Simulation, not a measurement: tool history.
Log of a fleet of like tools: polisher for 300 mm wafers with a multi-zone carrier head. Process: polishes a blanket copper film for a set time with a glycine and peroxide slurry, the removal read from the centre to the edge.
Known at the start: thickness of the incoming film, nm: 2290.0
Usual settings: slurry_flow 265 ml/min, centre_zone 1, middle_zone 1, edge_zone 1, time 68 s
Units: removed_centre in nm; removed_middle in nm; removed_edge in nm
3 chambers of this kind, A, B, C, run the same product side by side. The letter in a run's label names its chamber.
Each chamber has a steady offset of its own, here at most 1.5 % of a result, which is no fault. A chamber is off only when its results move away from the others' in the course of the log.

| run | hour | slurry_flow | centre_zone | middle_zone | edge_zone | time | wafers polished on this pad | hours since the slurry nozzle was cleaned | hours since the centre zone pressure was calibrated | hours since the edge zone pressure was calibrated | removed_centre | removed_middle | removed_edge |
|---|---|---|---|---|---|---|---|---|---|---|---|---|---|
| 1B | 4.4 | 265 | 1 | 1 | 1 | 68 | 439 | 589.5 | 516 | 312.7 | 338.46 | 334.67 | 336.52 |
|  | 9.3 | chamber C: worn pad replaced by a new one |
| 2C | 10.9 | 265 | 1 | 1 | 1 | 68 | 16 | 281.1 | 266.6 | 328.3 | 337.35 | 336.94 | 338.76 |
|  | 12.8 | chamber A: worn pad replaced by a new one |
| 3A | 19.1 | 265 | 1 | 1 | 1 | 68 | 62 | 146 | 622 | 217.5 | 340.51 | 336.6 | 334.11 |
| 4A | 23.4 | 265 | 1 | 1 | 1 | 68 | 105 | 150.3 | 626.3 | 221.8 | 344.14 | 332.47 | 336 |
|  | 27.2 | chamber B: worn pad replaced by a new one |
| 5C | 28.8 | 265 | 1 | 1 | 1 | 68 | 194 | 299 | 284.5 | 346.2 | 338.76 | 334.42 | 334.7 |
| 6B | 36.9 | 265 | 1 | 1 | 1 | 68 | 96 | 622 | 548.5 | 345.2 | 330.86 | 339.11 | 335.82 |
| 7B | 43.6 | 335 | 1 | 1 | 1 | 49 | 163 | 628.7 | 555.2 | 351.9 | 242.98 | 247.93 | 244.63 |
| 8A | 50.9 | 335 | 1 | 1 | 1 | 49 | 378 | 177.8 | 653.8 | 249.3 | 252.95 | 249.75 | 248.39 |
| 9C | 59.2 | 335 | 1 | 1 | 1 | 49 | 496 | 329.4 | 314.9 | 376.6 | 251.37 | 243.54 | 243.65 |
| 10A | 64.7 | 265 | 1 | 1 | 1 | 68 | 515 | 191.6 | 667.6 | 263.1 | 340.56 | 334.35 | 336.03 |
| 11C | 74 | 265 | 1 | 1 | 1 | 68 | 643 | 344.2 | 329.7 | 391.4 | 343.4 | 333.82 | 333.48 |
| 12B | 83.3 | 265 | 1.06 | 1 | 1 | 68 | 557 | 668.4 | 594.9 | 391.6 | 354.85 | 337.64 | 339.63 |
| 13B | 88.1 | 265 | 1.06 | 1 | 1 | 68 | 605 | 673.2 | 599.7 | 396.4 | 353.91 | 336.53 | 335.67 |
|  | 94.3 | chamber B: worn pad replaced by a new one |
| 14C | 94.9 | 265 | 1.06 | 1 | 1 | 68 | 850 | 365.1 | 350.6 | 412.3 | 357.12 | 334.2 | 332.24 |
| 15A | 100.1 | 265 | 1 | 1 | 1 | 68 | 866 | 227 | 703 | 298.5 | 329.82 | 331.26 | 335.95 |
| 16A | 104.3 | 265 | 1 | 1 | 1 | 68 | 908 | 231.2 | 707.2 | 302.7 | 338.94 | 334.61 | 330.87 |
| 17B | 112.2 | 265 | 1 | 1 | 1 | 68 | 177 | 697.3 | 623.8 | 420.5 | 331.18 | 336.88 | 336.73 |
|  | 113.8 | chamber B: slurry nozzle cleaned |
| 18C | 118.6 | 265 | 1 | 1 | 1 | 68 | 1085 | 388.8 | 374.3 | 436 | 335.79 | 329.89 | 333.88 |
| 19B | 127.7 | 265 | 1 | 1 | 1 | 68 | 331 | 13.9 | 639.3 | 436 | 329.82 | 336.74 | 337.65 |
| 20C | 137 | 265 | 1 | 1 | 1 | 68 | 1268 | 407.2 | 392.7 | 454.4 | 337.12 | 328.12 | 330.01 |
| 21A | 145.4 | 265 | 1 | 1.05 | 1 | 59 | 1316 | 272.3 | 748.3 | 343.8 | 289.59 | 298.92 | 286.67 |
| 22C | 149.6 | 265 | 1 | 1.05 | 1 | 59 | 1393 | 419.8 | 405.3 | 467 | 290.04 | 297.57 | 289.05 |
|  | 152.2 | chamber A: worn pad replaced by a new one |
| 23A | 156.1 | 265 | 1 | 1.05 | 1 | 59 | 38 | 283 | 759 | 354.5 | 289.47 | 295.01 | 287.64 |
|  | 163.1 | chamber B: worn pad replaced by a new one |
| 24B | 164.4 | 265 | 1 | 1 | 1 | 68 | 13 | 50.6 | 676 | 472.7 | 331.32 | 336.58 | 337.35 |
|  | 170.3 | chamber C: worn pad replaced by a new one |
| 25C | 172.5 | 265 | 1 | 1 | 1 | 68 | 22 | 442.7 | 428.2 | 489.9 | 341.1 | 334.11 | 335.76 |
| 26A | 179.7 | 265 | 1 | 1 | 1 | 68 | 272 | 306.6 | 782.6 | 378.1 | 321.47 | 322.85 | 329.98 |
| 27B | 188.8 | 265 | 1 | 1 | 1 | 68 | 255 | 75 | 700.4 | 497.1 | 342.03 | 336.88 | 339.34 |
|  | 192.3 | chamber A: edge zone pressure recalibrated |
| 28A | 198 | 265 | 1 | 0.95 | 1 | 68 | 454 | 324.9 | 800.9 | 5.7 | 326.8 | 307.81 | 330.53 |
| 29C | 205.6 | 265 | 1 | 0.95 | 1 | 68 | 350 | 475.8 | 461.3 | 523 | 341.56 | 317.51 | 335.36 |
| 30B | 213.9 | 265 | 1 | 0.95 | 1 | 68 | 504 | 100.1 | 725.5 | 522.2 | 331.23 | 321.83 | 339.04 |
| 31C | 220.4 | 315 | 1 | 1 | 1 | 68 | 497 | 490.6 | 476.1 | 537.8 | 340.96 | 340.03 | 338.46 |
| 32A | 228 | 315 | 1 | 1 | 1 | 68 | 752 | 354.9 | 830.9 | 35.7 | 339.15 | 323.65 | 330.25 |
|  | 228.4 | chamber B: worn pad replaced by a new one |
|  | 234.1 | chamber B: edge zone pressure recalibrated |
| 33B | 235.3 | 315 | 1 | 1 | 1 | 68 | 68 | 121.5 | 746.9 | 1.3 | 337.91 | 344.85 | 341.26 |

Is one chamber off against the others, does the gauge drift, or is nothing wrong? If a chamber is off, say which, and what the likeliest cause is.

Chamber A drifts away from the others.
Cause: slurry flow missing at the pad, % = 38.6.

Here are 4 candidates for chamber A's next run, each the usual settings with a change, their results left as question marks. Which one brings its results back in line with what the others give on the usual settings?
In line means no further than this from the other chambers' mean on the usual settings: removed_centre 16 nm; removed_middle 8.9 nm; removed_edge 7.3 nm
| 34A-1 | 242.2 | 270 | 1 | 1.02 | 0.99 | 72 |  |  |  |  | ? | ? | ? |
| 34A-2 | 242.2 | 265 | 1 | 0.99 | 1 | 67 |  |  |  |  | ? | ? | ? |
| 34A-3 | 242.2 | 260 | 1 | 0.98 | 1.01 | 64 |  |  |  |  | ? | ? | ? |
| 34A-4 | 242.2 | 265 | 1 | 1.01 | 1 | 69 |  |  |  |  | ? | ? | ? |

The other chambers' mean on the usual settings: removed_centre 335.27 nm; removed_middle 335.24 nm; removed_edge 335.72 nm
| run | removed_centre | removed_middle | removed_edge |
|---|---|---|---|
| 34A-1 | 334.65 | 336.12 | 336.79 |
| 34A-2 | 310.21 | 303.36 | 314.44 |
| 34A-3 | 295.17 | 286.13 | 301.23 |
| 34A-4 | 319.52 | 318.19 | 323.74 |
34A-1 brings the chamber back in line.
